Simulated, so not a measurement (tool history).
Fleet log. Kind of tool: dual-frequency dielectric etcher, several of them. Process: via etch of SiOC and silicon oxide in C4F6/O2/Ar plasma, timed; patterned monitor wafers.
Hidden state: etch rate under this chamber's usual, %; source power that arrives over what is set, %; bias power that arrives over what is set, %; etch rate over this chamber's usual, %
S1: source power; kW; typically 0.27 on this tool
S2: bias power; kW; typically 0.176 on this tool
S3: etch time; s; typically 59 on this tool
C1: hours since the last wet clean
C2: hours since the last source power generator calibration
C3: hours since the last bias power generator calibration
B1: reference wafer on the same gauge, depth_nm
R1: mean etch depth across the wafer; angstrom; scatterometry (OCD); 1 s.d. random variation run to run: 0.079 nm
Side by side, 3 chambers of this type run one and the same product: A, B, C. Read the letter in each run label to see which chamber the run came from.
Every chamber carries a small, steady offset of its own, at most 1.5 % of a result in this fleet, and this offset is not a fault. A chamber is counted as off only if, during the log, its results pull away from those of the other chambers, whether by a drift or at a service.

| run | hour | S1 | S2 | S3 | C1 | C2 | C3 | B1 | R1 |
|---|---|---|---|---|---|---|---|---|---|
| 1B | 7.9 | 0.27 | 0.176 | 59 | 262.2 | 2756.5 | 69.3 | 65.665 | 571.84 |
| 2C | 14.2 | 0.27 | 0.176 | 59 | 64.8 | 391.6 | 2698.6 | 65.675 | 571.81 |
| 3A | 23.9 | 0.27 | 0.176 | 59 | 166.7 | 1572.9 | 182.7 | 65.659 | 560.56 |
| 4B | 29.5 | 0.27 | 0.176 | 59 | 283.8 | 2778.1 | 90.9 | 65.644 | 570.11 |
| 5A | 36.9 | 0.27 | 0.176 | 59 | 179.7 | 1585.9 | 195.7 | 65.632 | 560.4 |
| 6C | 44.1 | 0.27 | 0.176 | 59 | 94.7 | 421.5 | 2728.5 | 65.606 | 572.71 |
| 7B | 53.2 | 0.27 | 0.176 | 59 | 307.5 | 2801.8 | 114.6 | 65.602 | 570.29 |
| 8C | 58.8 | 0.3 | 0.176 | 74 | 109.4 | 436.2 | 2743.2 | 65.578 | 747.15 |
| 9A | 64.7 | 0.3 | 0.176 | 74 | 207.5 | 1613.7 | 223.5 | 65.58 | 730.85 |
| 10A | 71.1 | 0.3 | 0.176 | 74 | 213.9 | 1620.1 | 229.9 | 65.558 | 730.72 |
| 11C | 78.1 | 0.27 | 0.176 | 59 | 128.7 | 455.5 | 2762.5 | 65.537 | 571.29 |
| 12B | 87.8 | 0.27 | 0.176 | 59 | 342.1 | 2836.4 | 149.2 | 65.515 | 570.03 |
| 13A | 92.7 | 0.27 | 0.176 | 59 | 235.5 | 1641.7 | 251.5 | 65.523 | 560 |
| 14C | 102 | 0.27 | 0.176 | 59 | 152.6 | 479.4 | 2786.4 | 65.52 | 572.62 |
| 15B | 111.6 | 0.27 | 0.176 | 59 | 365.9 | 2860.2 | 173 | 65.488 | 569.05 |
| 16C | 119.8 | 0.27 | 0.176 | 59 | 170.4 | 497.2 | 2804.2 | 65.467 | 571.58 |
| 17B | 130 | 0.27 | 0.176 | 59 | 384.3 | 2878.6 | 191.4 | 65.457 | 570.01 |
|  | 132.7 | chamber B: wet clean of the chamber |
| 18A | 140 | 0.27 | 0.176 | 59 | 282.8 | 1689 | 298.8 | 65.439 | 558.11 |
| 19C | 146 | 0.27 | 0.176 | 59 | 196.6 | 523.4 | 2830.4 | 65.428 | 571.13 |
| 20B | 152.7 | 0.27 | 0.176 | 59 | 20.1 | 2901.3 | 214.1 | 65.41 | 570.06 |
| 21A | 159.5 | 0.27 | 0.176 | 59 | 302.3 | 1708.5 | 318.3 | 65.427 | 557.98 |
|  | 160.3 | chamber A: wet clean of the chamber |
| 22C | 166.5 | 0.27 | 0.176 | 59 | 217.1 | 543.9 | 2850.9 | 65.369 | 570.58 |
| 23B | 175.2 | 0.27 | 0.159 | 59 | 42.6 | 2923.8 | 236.6 | 65.378 | 548.77 |
| 24A | 184.1 | 0.27 | 0.159 | 59 | 23.9 | 1733.1 | 342.9 | 65.355 | 539.4 |
| 25C | 193.8 | 0.27 | 0.159 | 59 | 244.4 | 571.2 | 2878.2 | 65.35 | 552.41 |

Predict what each chamber gives when all 3 of them run the settings below next.
| 26A | 201.1 | 0.27 | 0.219 | 59 |  |  |  |  | ? |
| 26B | 201.1 | 0.27 | 0.219 | 59 |  |  |  |  | ? |
| 26C | 201.1 | 0.27 | 0.219 | 59 |  |  |  |  | ? |

| run | R1 |
|---|---|
| 26A | 601.1 |
| 26B | 611.85 |
| 26C | 613.33 |

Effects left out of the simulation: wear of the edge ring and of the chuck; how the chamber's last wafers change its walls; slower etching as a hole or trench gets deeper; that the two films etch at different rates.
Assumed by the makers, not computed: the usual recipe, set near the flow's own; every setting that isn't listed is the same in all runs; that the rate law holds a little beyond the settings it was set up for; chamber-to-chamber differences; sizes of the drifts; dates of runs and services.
